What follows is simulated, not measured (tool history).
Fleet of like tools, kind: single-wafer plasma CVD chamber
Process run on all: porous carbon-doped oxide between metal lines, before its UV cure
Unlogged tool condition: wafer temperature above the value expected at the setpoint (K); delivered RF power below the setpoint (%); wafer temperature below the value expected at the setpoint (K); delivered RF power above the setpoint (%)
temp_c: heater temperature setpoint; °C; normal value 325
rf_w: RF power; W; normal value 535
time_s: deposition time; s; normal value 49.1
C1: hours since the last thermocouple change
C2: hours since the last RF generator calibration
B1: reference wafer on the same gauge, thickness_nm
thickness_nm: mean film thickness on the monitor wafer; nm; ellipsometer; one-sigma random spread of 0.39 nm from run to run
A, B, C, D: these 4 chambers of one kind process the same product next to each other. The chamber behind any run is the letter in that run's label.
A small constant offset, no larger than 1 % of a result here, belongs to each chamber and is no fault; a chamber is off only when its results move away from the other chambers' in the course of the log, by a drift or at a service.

Run 1C, hour 4.2: usual settings; C1 214.4; C2 1353.4; B1 210.14. Result: thickness_nm 239.62 nm.
Run 2A, hour 10.6: usual settings; C1 255.5; C2 725.2; B1 210.10. Result: thickness_nm 242.21 nm.
Run 3D, hour 13.4: usual settings; C1 551.0; C2 712.8; B1 210.14. Result: thickness_nm 239.88 nm.
Run 4B, hour 18.1: usual settings; C1 591.5; C2 347.1; B1 210.16. Result: thickness_nm 241.82 nm.
Run 5B, hour 24.3: usual settings but rf_w 610 W; C1 597.7; C2 353.3; B1 210.36. Result: thickness_nm 263.32 nm.
Run 6D, hour 27.2: usual settings but rf_w 610 W; C1 564.8; C2 726.6; B1 210.33. Result: thickness_nm 262.18 nm.
Run 7A, hour 30.8: usual settings but rf_w 610 W; C1 275.7; C2 745.4; B1 210.45. Result: thickness_nm 263.63 nm.
Run 8C, hour 34.1: usual settings but rf_w 610 W; C1 244.3; C2 1383.3; B1 210.36. Result: thickness_nm 261.10 nm.
Run 9D, hour 37.3: usual settings; C1 574.9; C2 736.7; B1 210.43. Result: thickness_nm 240.14 nm.
Run 10A, hour 42.0: usual settings; C1 286.9; C2 756.6; B1 210.45. Result: thickness_nm 242.31 nm.
Run 11C, hour 45.3: usual settings but rf_w 565 W, time_s 52.2 s; C1 255.5; C2 1394.5; B1 210.52. Result: thickness_nm 263.65 nm.
Run 12B, hour 48.6: usual settings but rf_w 565 W, time_s 52.2 s; C1 622.0; C2 377.6; B1 210.51. Result: thickness_nm 266.49 nm.
Run 13D, hour 51.7: usual settings but rf_w 565 W, time_s 52.2 s; C1 589.3; C2 751.1; B1 210.59. Result: thickness_nm 264.25 nm.
Run 14A, hour 55.8: usual settings but rf_w 565 W, time_s 52.2 s; C1 300.7; C2 770.4; B1 210.60. Result: thickness_nm 267.42 nm.
Run 15C, hour 59.8: usual settings; C1 270.0; C2 1409.0; B1 210.65. Result: thickness_nm 240.30 nm.
Run 16B, hour 66.1: usual settings; C1 639.5; C2 395.1; B1 210.79. Result: thickness_nm 242.34 nm.
Run 17B, hour 72.4: usual settings; C1 645.8; C2 401.4; B1 210.85. Result: thickness_nm 242.04 nm.
Run 18D, hour 75.6: usual settings; C1 613.2; C2 775.0; B1 210.90. Result: thickness_nm 240.97 nm.
Run 19A, hour 81.6: usual settings; C1 326.5; C2 796.2; B1 210.85. Result: thickness_nm 242.25 nm.
Run 20C, hour 86.8: usual settings; C1 297.0; C2 1436.0; B1 210.97. Result: thickness_nm 240.41 nm.
Run 21B, hour 90.8: usual settings; C1 664.2; C2 419.8; B1 210.99. Result: thickness_nm 242.60 nm.
Run 22D, hour 97.1: usual settings; C1 634.7; C2 796.5; B1 211.12. Result: thickness_nm 241.02 nm.
Run 23C, hour 102.0: usual settings but temp_c 315 °C, time_s 53.1 s; C1 312.2; C2 1451.2; B1 211.15. Result: thickness_nm 273.19 nm.
Run 24A, hour 106.3: usual settings but temp_c 315 °C, time_s 53.1 s; C1 351.2; C2 820.9; B1 211.33. Result: thickness_nm 275.69 nm.
Run 25D, hour 112.3: usual settings but temp_c 315 °C, time_s 53.1 s; C1 649.9; C2 811.7; B1 211.35. Result: thickness_nm 273.40 nm.
Run 26C, hour 117.0: usual settings but temp_c 315 °C, time_s 53.1 s; C1 327.2; C2 1466.2; B1 211.29. Result: thickness_nm 273.00 nm.

Next, every chamber runs the same settings. What will each give?
Run 27A, hour 121.5: usual settings but temp_c 335 °C. Result: thickness_nm ?.
Run 27B, hour 121.5: usual settings but temp_c 335 °C. Result: thickness_nm ?.
Run 27C, hour 121.5: usual settings but temp_c 335 °C. Result: thickness_nm ?.
Run 27D, hour 121.5: usual settings but temp_c 335 °C. Result: thickness_nm ?.

run  thickness_nm
27A        232.14
27B        232.10
27C        229.68
27D        230.62
